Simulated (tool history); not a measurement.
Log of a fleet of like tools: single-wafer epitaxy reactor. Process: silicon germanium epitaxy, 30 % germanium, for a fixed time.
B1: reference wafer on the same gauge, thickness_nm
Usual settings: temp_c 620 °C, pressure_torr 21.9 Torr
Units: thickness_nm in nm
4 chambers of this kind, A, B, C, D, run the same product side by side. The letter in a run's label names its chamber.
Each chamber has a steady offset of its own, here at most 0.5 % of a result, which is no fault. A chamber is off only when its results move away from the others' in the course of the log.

{"run": "1B", "day": 0.292, "temp_c": 620, "pressure_torr": 21.9, "B1": 76.123, "thickness_nm": 87.174}
{"run": "2A", "day": 0.65, "temp_c": 620, "pressure_torr": 21.9, "B1": 76.115, "thickness_nm": 87.024}
{"run": "3C", "day": 0.979, "temp_c": 620, "pressure_torr": 21.9, "B1": 76.147, "thickness_nm": 87.779}
{"day": 1.012, "done": "chamber B: pyrometer calibrated"}
{"run": "4D", "day": 1.367, "temp_c": 620, "pressure_torr": 21.9, "B1": 76.133, "thickness_nm": 87.09}
{"run": "5C", "day": 1.612, "temp_c": 620, "pressure_torr": 21.9, "B1": 76.15, "thickness_nm": 88.075}
{"run": "6B", "day": 1.917, "temp_c": 620, "pressure_torr": 21.9, "B1": 76.126, "thickness_nm": 87.222}
{"run": "7D", "day": 2.108, "temp_c": 620, "pressure_torr": 21.9, "B1": 76.166, "thickness_nm": 87.156}
{"run": "8A", "day": 2.358, "temp_c": 620, "pressure_torr": 21.9, "B1": 76.18, "thickness_nm": 86.986}
{"run": "9A", "day": 2.65, "temp_c": 630, "pressure_torr": 21.9, "B1": 76.181, "thickness_nm": 103.78}
{"run": "10D", "day": 2.867, "temp_c": 630, "pressure_torr": 21.9, "B1": 76.185, "thickness_nm": 103.57}
{"run": "11C", "day": 3.071, "temp_c": 630, "pressure_torr": 21.9, "B1": 76.186, "thickness_nm": 104.21}
{"run": "12B", "day": 3.442, "temp_c": 630, "pressure_torr": 21.9, "B1": 76.211, "thickness_nm": 103.77}
{"run": "13C", "day": 3.792, "temp_c": 620, "pressure_torr": 21.9, "B1": 76.188, "thickness_nm": 87.901}
{"run": "14B", "day": 3.979, "temp_c": 620, "pressure_torr": 17.0, "B1": 76.227, "thickness_nm": 79.144}
{"run": "15A", "day": 4.196, "temp_c": 620, "pressure_torr": 17.0, "B1": 76.232, "thickness_nm": 78.855}
{"run": "16D", "day": 4.4, "temp_c": 620, "pressure_torr": 17.0, "B1": 76.217, "thickness_nm": 78.681}
{"run": "17B", "day": 4.812, "temp_c": 620, "pressure_torr": 17.0, "B1": 76.248, "thickness_nm": 79.208}
{"run": "18C", "day": 5.062, "temp_c": 620, "pressure_torr": 21.9, "B1": 76.234, "thickness_nm": 87.928}
{"run": "19A", "day": 5.342, "temp_c": 620, "pressure_torr": 21.9, "B1": 76.255, "thickness_nm": 87.293}
{"run": "20D", "day": 5.579, "temp_c": 620, "pressure_torr": 21.9, "B1": 76.236, "thickness_nm": 87.336}
{"run": "21B", "day": 5.767, "temp_c": 620, "pressure_torr": 21.9, "B1": 76.254, "thickness_nm": 87.557}
{"run": "22D", "day": 6.021, "temp_c": 620, "pressure_torr": 27.2, "B1": 76.292, "thickness_nm": 95.18}
{"run": "23C", "day": 6.271, "temp_c": 620, "pressure_torr": 27.2, "B1": 76.271, "thickness_nm": 96.22}
{"run": "24A", "day": 6.517, "temp_c": 620, "pressure_torr": 27.2, "B1": 76.281, "thickness_nm": 95.054}
{"run": "25D", "day": 6.862, "temp_c": 620, "pressure_torr": 27.2, "B1": 76.277, "thickness_nm": 95.396}
{"run": "26B", "day": 7.162, "temp_c": 620, "pressure_torr": 21.9, "B1": 76.284, "thickness_nm": 87.404}
{"run": "27A", "day": 7.4, "temp_c": 620, "pressure_torr": 21.9, "B1": 76.311, "thickness_nm": 87.139}
{"run": "28C", "day": 7.812, "temp_c": 620, "pressure_torr": 21.9, "B1": 76.34, "thickness_nm": 88.031}
{"run": "29D", "day": 8.154, "temp_c": 620, "pressure_torr": 21.9, "B1": 76.326, "thickness_nm": 87.457}
{"run": "30C", "day": 8.55, "temp_c": 615, "pressure_torr": 25.3, "B1": 76.334, "thickness_nm": 85.563}
{"run": "31B", "day": 8.796, "temp_c": 615, "pressure_torr": 25.3, "B1": 76.373, "thickness_nm": 84.885}
{"run": "32A", "day": 9.046, "temp_c": 615, "pressure_torr": 25.3, "B1": 76.358, "thickness_nm": 84.778}
{"run": "33A", "day": 9.433, "temp_c": 615, "pressure_torr": 25.3, "B1": 76.359, "thickness_nm": 84.529}
{"run": "34C", "day": 9.65, "temp_c": 620, "pressure_torr": 21.9, "B1": 76.375, "thickness_nm": 88.012}
{"run": "35D", "day": 9.917, "temp_c": 620, "pressure_torr": 21.9, "B1": 76.399, "thickness_nm": 87.382}
{"run": "36B", "day": 10.158, "temp_c": 620, "pressure_torr": 21.9, "B1": 76.374, "thickness_nm": 87.776}
{"run": "37A", "day": 10.496, "temp_c": 632, "pressure_torr": 26.6, "B1": 76.412, "thickness_nm": 116.29}
{"run": "38B", "day": 10.775, "temp_c": 632, "pressure_torr": 26.6, "B1": 76.417, "thickness_nm": 116.14}
{"run": "39D", "day": 11.054, "temp_c": 632, "pressure_torr": 26.6, "B1": 76.406, "thickness_nm": 116.02}

All 4 chambers run these settings next. Forecast each chamber's results:
{"run": "40A", "day": 11.35, "temp_c": 620, "pressure_torr": 26.3, "thickness_nm": "?"}
{"run": "40B", "day": 11.35, "temp_c": 620, "pressure_torr": 26.3, "thickness_nm": "?"}
{"run": "40C", "day": 11.35, "temp_c": 620, "pressure_torr": 26.3, "thickness_nm": "?"}
{"run": "40D", "day": 11.35, "temp_c": 620, "pressure_torr": 26.3, "thickness_nm": "?"}

run=40A thickness_nm=93.961
run=40B thickness_nm=94.292
run=40C thickness_nm=94.854
run=40D thickness_nm=94.073

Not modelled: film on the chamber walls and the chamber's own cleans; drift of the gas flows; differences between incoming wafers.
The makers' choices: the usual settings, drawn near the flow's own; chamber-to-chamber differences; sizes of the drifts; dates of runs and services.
